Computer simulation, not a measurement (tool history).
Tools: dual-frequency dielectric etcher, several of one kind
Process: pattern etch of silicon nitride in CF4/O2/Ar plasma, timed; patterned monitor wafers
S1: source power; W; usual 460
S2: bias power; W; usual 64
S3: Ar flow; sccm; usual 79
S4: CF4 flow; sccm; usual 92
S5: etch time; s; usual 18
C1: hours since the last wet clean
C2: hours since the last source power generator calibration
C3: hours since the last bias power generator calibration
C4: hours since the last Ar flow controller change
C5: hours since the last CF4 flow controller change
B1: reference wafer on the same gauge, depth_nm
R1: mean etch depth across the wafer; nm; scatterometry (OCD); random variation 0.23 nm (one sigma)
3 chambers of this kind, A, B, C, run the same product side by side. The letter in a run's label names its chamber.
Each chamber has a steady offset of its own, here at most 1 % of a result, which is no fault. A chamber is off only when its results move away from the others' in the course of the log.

run,hour,S1,S2,S3,S4,S5,C1,C2,C3,C4,C5,B1,R1
1A,13.1,460,64,79,92,18,80,1784.4,1399.2,2894,2992.4,29.114,34.996
2C,27.7,460,64,79,92,18,316.1,876.3,1454,840.2,2548.6,29.057,35.279
3B,36.5,460,64,79,92,18,421.1,2518.1,3421.7,2873.9,2471.2,29.129,35.591
4C,44.5,460,64,79,92,18,332.9,893.1,1470.8,857,2565.4,29.092,35.173
5A,55.3,460,77,79,92,18,122.2,1826.6,1441.4,2936.2,3034.6,29.088,38.203
6B,64.6,460,77,79,92,18,449.2,2546.2,3449.8,2902,2499.3,29.122,38.366
7C,78.5,460,77,79,92,18,366.9,927.1,1504.8,891,2599.4,29.125,37.946
8A,87.5,460,78,79,92,18,154.4,1858.8,1473.6,2968.4,3066.8,29.073,38.189
9B,100.8,460,78,79,92,18,485.4,2582.4,3486,2938.2,2535.5,29.074,38.428
10A,108.1,460,78,79,92,18,175,1879.4,1494.2,2989,3087.4,29.128,38.009
11C,114.7,460,64,79,92,18,403.1,963.3,1541,927.2,2635.6,29.088,35.442
12B,121.6,460,64,79,92,18,506.2,2603.2,3506.8,2959,2556.3,29.123,35.315
13C,133.8,460,64,79,92,18,422.2,982.4,1560.1,946.3,2654.7,29.082,35.52
# hour 138.2: chamber B: wet clean of the chamber
14A,147.3,460,64,79,92,18,214.2,1918.6,1533.4,3028.2,3126.6,29.121,34.987
15B,157.7,460,64,79,92,18,19.5,2639.3,3542.9,2995.1,2592.4,29.109,35.449
16A,170.4,460,64,79,92,18,237.3,1941.7,1556.5,3051.3,3149.7,29.108,35.603
17C,181.1,460,64,79,92,18,469.5,1029.7,1607.4,993.6,2702,29.077,35.136
18B,192.7,460,64,79,92,18,54.5,2674.3,3577.9,3030.1,2627.4,29.087,35.55
19C,204.8,460,64,79,113,18,493.2,1053.4,1631.1,1017.3,2725.7,29.121,36.011
20B,213.2,460,64,79,113,18,75,2694.8,3598.4,3050.6,2647.9,29.12,36.072
21A,222.5,460,64,79,113,18,289.4,1993.8,1608.6,3103.4,3201.8,29.092,36.008
22C,233.6,460,64,79,92,18,522,1082.2,1659.9,1046.1,2754.5,29.088,34.955
23A,243.4,460,64,79,92,18,310.3,2014.7,1629.5,3124.3,3222.7,29.142,35.065
24B,250.7,460,64,79,92,18,112.5,2732.3,3635.9,3088.1,2685.4,29.151,35.145
25B,265.3,460,64,65,73,18,127.1,2746.9,3650.5,3102.7,2700,29.112,35.218
26A,274.7,460,64,65,73,18,341.6,2046,1660.8,3155.6,3254,29.08,35.151
27C,288.4,460,64,65,73,18,576.8,1137,1714.7,1100.9,2809.3,29.166,35.346
28A,299.9,550,75,79,92,18,366.8,2071.2,1686,3180.8,3279.2,29.12,43.529
29C,314,550,75,79,92,18,602.4,1162.6,1740.3,1126.5,2834.9,29.128,43.848
30B,324.1,550,75,79,92,18,185.9,2805.7,3709.3,3161.5,2758.8,29.029,43.694
31C,334.4,460,64,79,92,18,622.8,1183,1760.7,1146.9,2855.3,29.114,34.995
# hour 338.2: chamber A: wet clean of the chamber
# hour 344: chamber C: wet clean of the chamber
32A,349.7,460,64,79,92,18,11.5,2121,1735.8,3230.6,3329,29.155,35.472
33B,358.2,460,64,79,92,18,220,2839.8,3743.4,3195.6,2792.9,29.097,35.69
34C,367.6,460,64,79,92,18,23.6,1216.2,1793.9,1180.1,2888.5,29.134,35.191
35B,376.5,460,64,71,85,18,238.3,2858.1,3761.7,3213.9,2811.2,29.086,35.715
36A,389.7,460,64,71,85,18,51.5,2161,1775.8,3270.6,3369,29.105,35.577
37B,402.8,460,64,71,85,18,264.6,2884.4,3788,3240.2,2837.5,29.071,35.088
38C,410.6,460,64,79,92,18,66.6,1259.2,1836.9,1223.1,2931.5,29.089,35.302
39A,419.4,460,53,79,92,18,81.2,2190.7,1805.5,3300.3,3398.7,29.11,33.037

All 3 chambers run these settings next. Forecast each chamber's results:
40A,430.3,370,64,79,92,18,,,,,,,?
40B,430.3,370,64,79,92,18,,,,,,,?
40C,430.3,370,64,79,92,18,,,,,,,?

run,R1
40A,29.316
40B,28.98
40C,28.924

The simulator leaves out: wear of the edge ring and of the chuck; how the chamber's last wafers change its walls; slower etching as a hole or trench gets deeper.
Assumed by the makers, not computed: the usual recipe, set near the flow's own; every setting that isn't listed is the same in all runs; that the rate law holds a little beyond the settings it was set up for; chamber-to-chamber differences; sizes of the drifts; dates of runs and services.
